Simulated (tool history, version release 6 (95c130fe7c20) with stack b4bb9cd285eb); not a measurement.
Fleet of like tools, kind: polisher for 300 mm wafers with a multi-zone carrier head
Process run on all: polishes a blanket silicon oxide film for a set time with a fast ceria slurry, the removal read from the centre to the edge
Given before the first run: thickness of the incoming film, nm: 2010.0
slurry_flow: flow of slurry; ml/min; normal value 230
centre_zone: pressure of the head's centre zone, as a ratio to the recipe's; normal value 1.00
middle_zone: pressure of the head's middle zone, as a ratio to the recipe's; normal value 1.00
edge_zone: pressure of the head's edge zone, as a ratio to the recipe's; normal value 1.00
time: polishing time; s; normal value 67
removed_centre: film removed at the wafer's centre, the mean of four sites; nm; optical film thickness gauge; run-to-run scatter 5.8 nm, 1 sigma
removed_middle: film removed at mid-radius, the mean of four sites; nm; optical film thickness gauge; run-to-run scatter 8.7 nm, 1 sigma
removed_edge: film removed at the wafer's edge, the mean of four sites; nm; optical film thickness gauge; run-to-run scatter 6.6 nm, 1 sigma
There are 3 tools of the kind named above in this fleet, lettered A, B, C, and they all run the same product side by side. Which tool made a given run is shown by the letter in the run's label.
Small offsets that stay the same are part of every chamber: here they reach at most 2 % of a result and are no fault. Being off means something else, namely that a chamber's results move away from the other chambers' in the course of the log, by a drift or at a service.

run,hour,slurry_flow,centre_zone,middle_zone,edge_zone,time,removed_centre,removed_middle,removed_edge
1C,3.3,230,1.00,1.00,1.00,67,699.71,699.43,692.16
2A,7.5,230,1.00,1.00,1.00,67,686.14,692.84,717.70
3B,11.3,230,1.00,1.00,1.00,67,694.38,674.22,681.82
# hour 12.5: chamber C: worn pad replaced by a new one
4A,16.1,230,1.00,1.00,1.00,67,691.96,705.72,702.41
5C,19.0,230,1.00,1.00,1.00,67,679.60,718.72,692.45
6B,23.4,230,1.00,1.00,1.00,67,694.05,698.34,676.94
7B,29.5,230,1.00,1.00,1.00,67,690.49,699.43,687.30
8A,35.5,230,1.00,1.00,1.00,67,687.52,708.65,696.93
9C,41.1,230,1.06,1.00,1.00,67,729.77,725.87,696.59
10C,47.1,230,1.06,1.00,1.00,67,729.25,713.07,699.46
11A,50.8,230,1.06,1.00,1.00,67,738.50,699.74,695.17
12B,56.4,230,1.00,1.00,1.00,67,671.93,665.78,667.06
13B,59.7,230,1.00,1.00,1.00,67,678.38,689.93,665.90
14A,64.6,230,1.00,1.00,1.00,67,690.67,691.25,696.06
# hour 65.9: chamber B: slurry nozzle cleaned
15C,68.0,230,1.00,1.00,1.00,67,673.69,703.25,699.46
16C,70.8,230,1.00,1.00,1.00,67,688.40,722.55,687.21
# hour 72.2: chamber C: worn pad replaced by a new one
# hour 74.9: chamber A: worn pad replaced by a new one
17A,75.3,230,1.00,1.00,1.00,67,695.00,712.95,694.58
18B,79.2,230,1.00,1.00,1.00,67,669.50,671.49,663.58
19B,84.1,230,1.00,1.00,1.00,67,671.87,677.12,662.31
20C,87.2,230,1.00,0.89,1.06,67,688.28,621.79,726.59
21A,92.3,230,1.00,0.89,1.06,67,686.63,625.73,720.93
22A,96.2,230,1.00,0.89,1.06,67,698.49,627.15,718.29
23B,102.6,230,1.00,1.00,1.00,67,657.61,668.30,639.89
24C,108.0,230,1.00,1.00,1.00,67,678.15,717.83,700.96

Does one chamber stand apart from the rest, does the shared gauge drift, or is all well apart from small per-chamber offsets? Give the chamber and the most likely cause, where there is one.

It is chamber B that slowly wanders off from its peers.
Likeliest cause: removal rate lost through wear of the pad, % = 6.26.

Chamber B could run next with any of the 4 candidate recipes listed below; each alters the usual settings, and their results appear as question marks. Which one brings its results back in line with what the other chambers deliver on the usual settings?
In line here means within this much of the mean the other chambers give on the usual settings: removed_centre 20.00 nm; removed_middle 31.00 nm; removed_edge 23.00 nm
25B-1,112.6,230,1.02,1.00,0.98,62,?,?,?
25B-2,112.6,230,0.99,1.00,1.00,68,?,?,?
25B-3,112.6,230,0.98,1.00,1.02,72,?,?,?
25B-4,112.6,230,1.01,1.00,1.00,66,?,?,?

Usual-settings mean across the other chambers: removed_centre 687.32 nm; removed_middle 704.25 nm; removed_edge 696.04 nm
run,removed_centre,removed_middle,removed_edge
25B-1,618.87,614.96,585.12
25B-2,656.84,674.57,648.46
25B-3,687.73,714.27,693.70
25B-4,651.71,654.66,629.39
25B-3 puts the chamber back in line with the other chambers.

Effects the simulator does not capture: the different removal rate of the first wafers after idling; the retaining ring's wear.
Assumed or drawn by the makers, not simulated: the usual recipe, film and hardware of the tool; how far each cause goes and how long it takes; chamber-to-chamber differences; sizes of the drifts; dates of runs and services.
